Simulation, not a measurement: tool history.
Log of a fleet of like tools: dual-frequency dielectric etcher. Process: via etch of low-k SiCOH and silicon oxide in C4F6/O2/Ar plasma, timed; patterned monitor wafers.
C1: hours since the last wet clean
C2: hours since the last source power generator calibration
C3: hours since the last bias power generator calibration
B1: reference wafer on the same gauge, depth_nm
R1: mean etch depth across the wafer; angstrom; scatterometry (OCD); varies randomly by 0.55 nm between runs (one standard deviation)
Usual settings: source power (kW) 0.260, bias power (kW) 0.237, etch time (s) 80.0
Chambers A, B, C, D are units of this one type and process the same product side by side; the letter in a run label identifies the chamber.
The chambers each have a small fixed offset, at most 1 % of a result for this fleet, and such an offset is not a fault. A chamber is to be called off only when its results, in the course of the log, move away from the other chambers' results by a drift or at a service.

run 1B hour=8.8 | source_power_(kW)=0.260 bias_power_(kW)=0.237 etch_time_(s)=80.0 | C1=177.0 C2=3412.7 C3=528.7 | B1=187.95 | R1=2076.7
run 2A hour=22.0 | source_power_(kW)=0.260 bias_power_(kW)=0.237 etch_time_(s)=80.0 | C1=259.8 C2=133.5 C3=2596.2 | B1=187.89 | R1=2082.6
-- hour=32.5 chamber C: wet clean of the chamber
run 3C hour=33.7 | source_power_(kW)=0.260 bias_power_(kW)=0.237 etch_time_(s)=80.0 | C1=1.3 C2=1711.0 C3=528.4 | B1=188.05 | R1=2067.1
run 4D hour=40.6 | source_power_(kW)=0.260 bias_power_(kW)=0.237 etch_time_(s)=80.0 | C1=131.6 C2=2030.4 C3=1312.4 | B1=187.90 | R1=2065.9
run 5D hour=52.3 | source_power_(kW)=0.260 bias_power_(kW)=0.189 etch_time_(s)=80.0 | C1=143.3 C2=2042.1 C3=1324.1 | B1=188.02 | R1=1907.1
run 6C hour=60.2 | source_power_(kW)=0.260 bias_power_(kW)=0.189 etch_time_(s)=80.0 | C1=27.8 C2=1737.5 C3=554.9 | B1=188.14 | R1=1906.0
run 7A hour=68.0 | source_power_(kW)=0.260 bias_power_(kW)=0.189 etch_time_(s)=80.0 | C1=305.8 C2=179.5 C3=2642.2 | B1=188.00 | R1=1938.8
run 8B hour=77.8 | source_power_(kW)=0.260 bias_power_(kW)=0.189 etch_time_(s)=80.0 | C1=246.0 C2=3481.7 C3=597.7 | B1=187.92 | R1=1926.6
run 9A hour=89.9 | source_power_(kW)=0.260 bias_power_(kW)=0.237 etch_time_(s)=80.0 | C1=327.7 C2=201.4 C3=2664.1 | B1=188.04 | R1=2078.5
run 10C hour=97.6 | source_power_(kW)=0.260 bias_power_(kW)=0.237 etch_time_(s)=80.0 | C1=65.2 C2=1774.9 C3=592.3 | B1=187.98 | R1=2057.7
run 11D hour=106.1 | source_power_(kW)=0.260 bias_power_(kW)=0.237 etch_time_(s)=80.0 | C1=197.1 C2=2095.9 C3=1377.9 | B1=188.05 | R1=2059.4
run 12B hour=119.2 | source_power_(kW)=0.260 bias_power_(kW)=0.237 etch_time_(s)=80.0 | C1=287.4 C2=3523.1 C3=639.1 | B1=187.98 | R1=2086.0
run 13C hour=129.8 | source_power_(kW)=0.300 bias_power_(kW)=0.292 etch_time_(s)=80.0 | C1=97.4 C2=1807.1 C3=624.5 | B1=188.10 | R1=2341.9
run 14D hour=141.0 | source_power_(kW)=0.300 bias_power_(kW)=0.292 etch_time_(s)=80.0 | C1=232.0 C2=2130.8 C3=1412.8 | B1=187.98 | R1=2337.8
run 15A hour=148.8 | source_power_(kW)=0.300 bias_power_(kW)=0.292 etch_time_(s)=80.0 | C1=386.6 C2=260.3 C3=2723.0 | B1=187.91 | R1=2360.0
run 16B hour=161.4 | source_power_(kW)=0.300 bias_power_(kW)=0.292 etch_time_(s)=80.0 | C1=329.6 C2=3565.3 C3=681.3 | B1=188.09 | R1=2360.2
run 17A hour=173.9 | source_power_(kW)=0.260 bias_power_(kW)=0.237 etch_time_(s)=80.0 | C1=411.7 C2=285.4 C3=2748.1 | B1=187.97 | R1=2083.0
-- hour=176.8 chamber A: wet clean of the chamber
run 18B hour=187.5 | source_power_(kW)=0.260 bias_power_(kW)=0.237 etch_time_(s)=80.0 | C1=355.7 C2=3591.4 C3=707.4 | B1=188.17 | R1=2074.4
run 19D hour=196.4 | source_power_(kW)=0.260 bias_power_(kW)=0.237 etch_time_(s)=80.0 | C1=287.4 C2=2186.2 C3=1468.2 | B1=188.10 | R1=2065.7
run 20C hour=206.2 | source_power_(kW)=0.260 bias_power_(kW)=0.237 etch_time_(s)=80.0 | C1=173.8 C2=1883.5 C3=700.9 | B1=187.95 | R1=2054.0
-- hour=206.6 chamber B: wet clean of the chamber
run 21D hour=216.2 | source_power_(kW)=0.260 bias_power_(kW)=0.237 etch_time_(s)=80.0 | C1=307.2 C2=2206.0 C3=1488.0 | B1=188.04 | R1=2067.6
run 22A hour=225.1 | source_power_(kW)=0.260 bias_power_(kW)=0.237 etch_time_(s)=80.0 | C1=48.3 C2=336.6 C3=2799.3 | B1=188.01 | R1=2079.3
run 23B hour=232.7 | source_power_(kW)=0.220 bias_power_(kW)=0.237 etch_time_(s)=80.0 | C1=26.2 C2=3636.6 C3=752.6 | B1=187.99 | R1=1884.6
run 24C hour=245.7 | source_power_(kW)=0.220 bias_power_(kW)=0.237 etch_time_(s)=80.0 | C1=213.3 C2=1923.0 C3=740.4 | B1=188.10 | R1=1943.6
run 25A hour=255.4 | source_power_(kW)=0.220 bias_power_(kW)=0.237 etch_time_(s)=80.0 | C1=78.6 C2=366.9 C3=2829.6 | B1=187.97 | R1=1966.1
run 26B hour=268.4 | source_power_(kW)=0.220 bias_power_(kW)=0.237 etch_time_(s)=80.0 | C1=61.9 C2=3672.3 C3=788.3 | B1=188.09 | R1=1876.7
run 27D hour=280.9 | source_power_(kW)=0.260 bias_power_(kW)=0.237 etch_time_(s)=80.0 | C1=371.9 C2=2270.7 C3=1552.7 | B1=187.99 | R1=2065.4
run 28C hour=291.8 | source_power_(kW)=0.260 bias_power_(kW)=0.237 etch_time_(s)=80.0 | C1=259.4 C2=1969.1 C3=786.5 | B1=188.09 | R1=2054.4
run 29B hour=301.8 | source_power_(kW)=0.260 bias_power_(kW)=0.237 etch_time_(s)=80.0 | C1=95.3 C2=3705.7 C3=821.7 | B1=187.93 | R1=2004.0
run 30C hour=309.2 | source_power_(kW)=0.260 bias_power_(kW)=0.237 etch_time_(s)=80.0 | C1=276.8 C2=1986.5 C3=803.9 | B1=187.96 | R1=2067.8
run 31D hour=315.5 | source_power_(kW)=0.260 bias_power_(kW)=0.237 etch_time_(s)=80.0 | C1=406.5 C2=2305.3 C3=1587.3 | B1=188.04 | R1=2056.1
run 32A hour=325.7 | source_power_(kW)=0.260 bias_power_(kW)=0.237 etch_time_(s)=80.0 | C1=148.9 C2=437.2 C3=2899.9 | B1=187.92 | R1=2091.7
run 33B hour=332.1 | source_power_(kW)=0.260 bias_power_(kW)=0.202 etch_time_(s)=69.5 | C1=125.6 C2=3736.0 C3=852.0 | B1=188.05 | R1=1651.7
run 34D hour=339.4 | source_power_(kW)=0.260 bias_power_(kW)=0.202 etch_time_(s)=69.5 | C1=430.4 C2=2329.2 C3=1611.2 | B1=187.82 | R1=1696.9
run 35A hour=348.6 | source_power_(kW)=0.260 bias_power_(kW)=0.202 etch_time_(s)=69.5 | C1=171.8 C2=460.1 C3=2922.8 | B1=187.88 | R1=1720.8
-- hour=351.6 chamber D: wet clean of the chamber
run 36C hour=355.1 | source_power_(kW)=0.260 bias_power_(kW)=0.202 etch_time_(s)=69.5 | C1=322.7 C2=2032.4 C3=849.8 | B1=188.04 | R1=1700.6
run 37B hour=364.9 | source_power_(kW)=0.260 bias_power_(kW)=0.237 etch_time_(s)=80.0 | C1=158.4 C2=3768.8 C3=884.8 | B1=188.03 | R1=1995.3
run 38C hour=375.8 | source_power_(kW)=0.260 bias_power_(kW)=0.237 etch_time_(s)=80.0 | C1=343.4 C2=2053.1 C3=870.5 | B1=188.14 | R1=2060.4
run 39A hour=386.5 | source_power_(kW)=0.260 bias_power_(kW)=0.237 etch_time_(s)=80.0 | C1=209.7 C2=498.0 C3=2960.7 | B1=187.90 | R1=2081.3
run 40D hour=393.1 | source_power_(kW)=0.260 bias_power_(kW)=0.237 etch_time_(s)=80.0 | C1=41.5 C2=2382.9 C3=1664.9 | B1=187.99 | R1=2059.0

Does one chamber stand apart from the rest, does the shared gauge drift, or is all well apart from small per-chamber offsets? Give the chamber and the most likely cause, where there is one.

A service on chamber B put it out of line with the rest.
Likeliest cause: etch rate under this chamber's usual, % = 3.6.

Which of the 4 candidates below, each the usual settings with something changed and its results left as question marks, puts chamber B back in line with what the other chambers give on the usual settings?
In line means no further than this from the other chambers' mean on the usual settings: R1 19.0 angstrom
run 41B-1 hour=402.8 | source_power_(kW)=0.260 bias_power_(kW)=0.236 etch_time_(s)=79.0 | R1=?
run 41B-2 hour=402.8 | source_power_(kW)=0.260 bias_power_(kW)=0.238 etch_time_(s)=81.0 | R1=?
run 41B-3 hour=402.8 | source_power_(kW)=0.270 bias_power_(kW)=0.248 etch_time_(s)=80.0 | R1=?
run 41B-4 hour=402.8 | source_power_(kW)=0.260 bias_power_(kW)=0.214 etch_time_(s)=80.0 | R1=?

What the other chambers average on the usual settings: R1 2070.8 angstrom
run=41B-1 R1=1976.3
run=41B-2 R1=2032.1
run=41B-3 R1=2064.7
run=41B-4 R1=1936.8
The right change is 41B-3: it brings the chamber back within the allowed miss of the others.

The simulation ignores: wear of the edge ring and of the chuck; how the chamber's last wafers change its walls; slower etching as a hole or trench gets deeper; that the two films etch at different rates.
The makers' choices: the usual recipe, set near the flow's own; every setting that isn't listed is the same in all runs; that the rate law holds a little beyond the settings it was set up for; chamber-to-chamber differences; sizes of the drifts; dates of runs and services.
